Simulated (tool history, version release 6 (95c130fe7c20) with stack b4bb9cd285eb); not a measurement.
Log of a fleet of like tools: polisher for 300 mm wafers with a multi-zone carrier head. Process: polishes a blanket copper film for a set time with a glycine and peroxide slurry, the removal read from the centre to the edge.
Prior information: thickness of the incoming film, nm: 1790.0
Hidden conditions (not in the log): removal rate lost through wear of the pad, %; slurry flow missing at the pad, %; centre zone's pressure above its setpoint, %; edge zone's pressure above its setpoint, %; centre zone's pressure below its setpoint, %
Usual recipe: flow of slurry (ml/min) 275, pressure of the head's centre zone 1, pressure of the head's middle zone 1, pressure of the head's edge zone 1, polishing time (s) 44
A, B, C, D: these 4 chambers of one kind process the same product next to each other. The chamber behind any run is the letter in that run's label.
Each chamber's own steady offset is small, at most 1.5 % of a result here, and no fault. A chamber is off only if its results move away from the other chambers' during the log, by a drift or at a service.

run,hour,flow of slurry (ml/min),pressure of the head's centre zone,pressure of the head's middle zone,pressure of the head's edge zone,polishing time (s),wafers polished on this pad,hours since the slurry nozzle was cleaned,hours since the centre zone pressure was calibrated,hours since the edge zone pressure was calibrated,film removed at the wafer's centre (angstrom),film removed at mid-radius (angstrom),film removed at the wafer's edge (angstrom)
1B,4.3,275,1,1,1,44,72,626.3,453.1,32.5,1185.4,1195.8,1186.7
2A,7.4,275,1,1,1,44,188,220.6,118.8,957.5,1221,1177.4,1202.1
3D,10.8,275,1,1,1,44,481,373.5,232.6,705.2,1196.7,1188.9,1212
4C,13.2,275,1,1,1,44,1374,26.2,487.7,262.3,1185.3,1201.5,1191.8
5B,16,275,1,1,1,44,225,638,464.8,44.2,1189.9,1206.7,1185.9
6D,18.5,275,1,1,1,44,581,381.2,240.3,712.9,1201.5,1208.9,1204.4
7A,21.4,275,1,1,1,44,370,234.6,132.8,971.5,1223.3,1192.3,1199
8C,26,275,1,1,1,44,1541,39,500.5,275.1,1178.5,1202.8,1194.3
9D,29.2,275,1,1,1,44,721,391.9,251,723.6,1195.5,1185.1,1175.6
# hour 30.9: chamber C: worn pad replaced by a new one
10B,32.6,275,1,1,1,44,441,654.6,481.4,60.8,1179.4,1202.3,1210
11C,35.6,275,1,1.07,1,38,61,48.6,510.1,284.7,1028.8,1098.7,1021.9
12A,40.1,275,1,1.07,1,38,614,253.3,151.5,990.2,1039.5,1083.3,1026.9
13A,44.8,275,1,1.07,1,38,675,258,156.2,994.9,1051.6,1090,1028.9
14B,48.3,275,1,1.07,1,38,646,670.3,497.1,76.5,1025.5,1099.3,1028.9
15C,52.6,275,1,1,1,44,283,65.6,527.1,301.7,1176.4,1203.3,1186.1
16D,56.9,275,1,1,1.1,44,1082,419.6,278.7,751.3,1173.5,1177.2,1226.9
17A,61.3,275,1,1,1.1,44,891,274.5,172.7,1011.4,1180,1187.1,1268.6
18D,63.7,275,1,1,1.1,44,1171,426.4,285.5,758.1,1143.6,1159.1,1182.7
19B,66.3,275,1,1,1.1,44,881,688.3,515.1,94.5,1179.2,1203.1,1251.1
# hour 69: chamber C: edge zone pressure recalibrated
20C,69,275,1,1,1,44,496,82,543.5,0,1171.5,1200.4,1216.5
21C,71.9,275,1,1,1,44,534,84.9,546.4,2.9,1197.8,1197.6,1202.8
22D,75.4,275,1,1,1,44,1323,438.1,297.2,769.8,1135.4,1137.1,1152.5
# hour 76: chamber B: worn pad replaced by a new one
# hour 77.6: chamber A: worn pad replaced by a new one
23A,77.9,275,1,0.89,0.94,44,4,291.1,189.3,1028,1201.2,1058.3,1129.7
24B,82.5,275,1,0.89,0.94,44,84,704.5,531.3,110.7,1184,1082.3,1156.3
25C,86.6,275,1,0.89,0.94,44,726,99.6,561.1,17.6,1177.6,1071.4,1158.6
26A,88.8,275,1,0.89,0.94,44,147,302,200.2,1038.9,1192.2,1061.5,1150.4
27B,93.3,275,1,1,1,44,225,715.3,542.1,121.5,1179.7,1207.7,1187.7
28D,96.8,275,1,1,1,44,1602,459.5,318.6,791.2,1118,1108.3,1097.9
29D,100.5,275,1,1,1,44,1651,463.2,322.3,794.9,1123.2,1119.2,1093.4
# hour 102.3: chamber A: edge zone pressure recalibrated
30B,102.7,275,1,1,1,44,348,724.7,551.5,130.9,1191.2,1209.9,1178.1
31A,105.2,275,1,1,1,44,360,318.4,216.6,3,1195.7,1183.1,1188.9
32C,108.8,275,1,1,1,44,1015,121.8,583.3,39.8,1179,1208.3,1183.2
33C,113.3,275,1,1,1,44,1074,126.3,587.8,44.3,1174.7,1205.9,1186.9

Read the log: is a single chamber off, either drifting away or since a service, is the gauge that measures every chamber drifting, or is nothing wrong beyond small per-chamber offsets? Name any odd chamber and what most likely caused it.

Little by little, chamber D moves away from the other chambers.
Likeliest cause: removal rate lost through wear of the pad, % = 8.9.

Below are 4 candidate recipes for chamber D's next run, each the usual settings with a change, their results shown as question marks. Which of them brings D's results back in line with what the other chambers give on the usual settings?
Maximum distance from the other chambers' mean on the usual settings for a result to count as in line: film removed at the wafer's centre (angstrom) 35; film removed at mid-radius (angstrom) 31; film removed at the wafer's edge (angstrom) 46
34D-1,116.9,280,0.99,1.01,1.01,52,,,,,?,?,?
34D-2,116.9,270,1.01,1,0.99,37,,,,,?,?,?
34D-3,116.9,275,1,1,0.99,40,,,,,?,?,?
34D-4,116.9,275,1,1,1.01,48,,,,,?,?,?

What the other chambers average on the usual settings: film removed at the wafer's centre (angstrom) 1188.3; film removed at mid-radius (angstrom) 1195.9; film removed at the wafer's edge (angstrom) 1190.9
run,film removed at the wafer's centre (angstrom),film removed at mid-radius (angstrom),film removed at the wafer's edge (angstrom)
34D-1,1275,1300.1,1296.1
34D-2,923,913,910.05
34D-3,989.34,989.03,985.32
34D-4,1187.2,1186.8,1194.8
With 34D-4, the chamber falls back in line with the rest.

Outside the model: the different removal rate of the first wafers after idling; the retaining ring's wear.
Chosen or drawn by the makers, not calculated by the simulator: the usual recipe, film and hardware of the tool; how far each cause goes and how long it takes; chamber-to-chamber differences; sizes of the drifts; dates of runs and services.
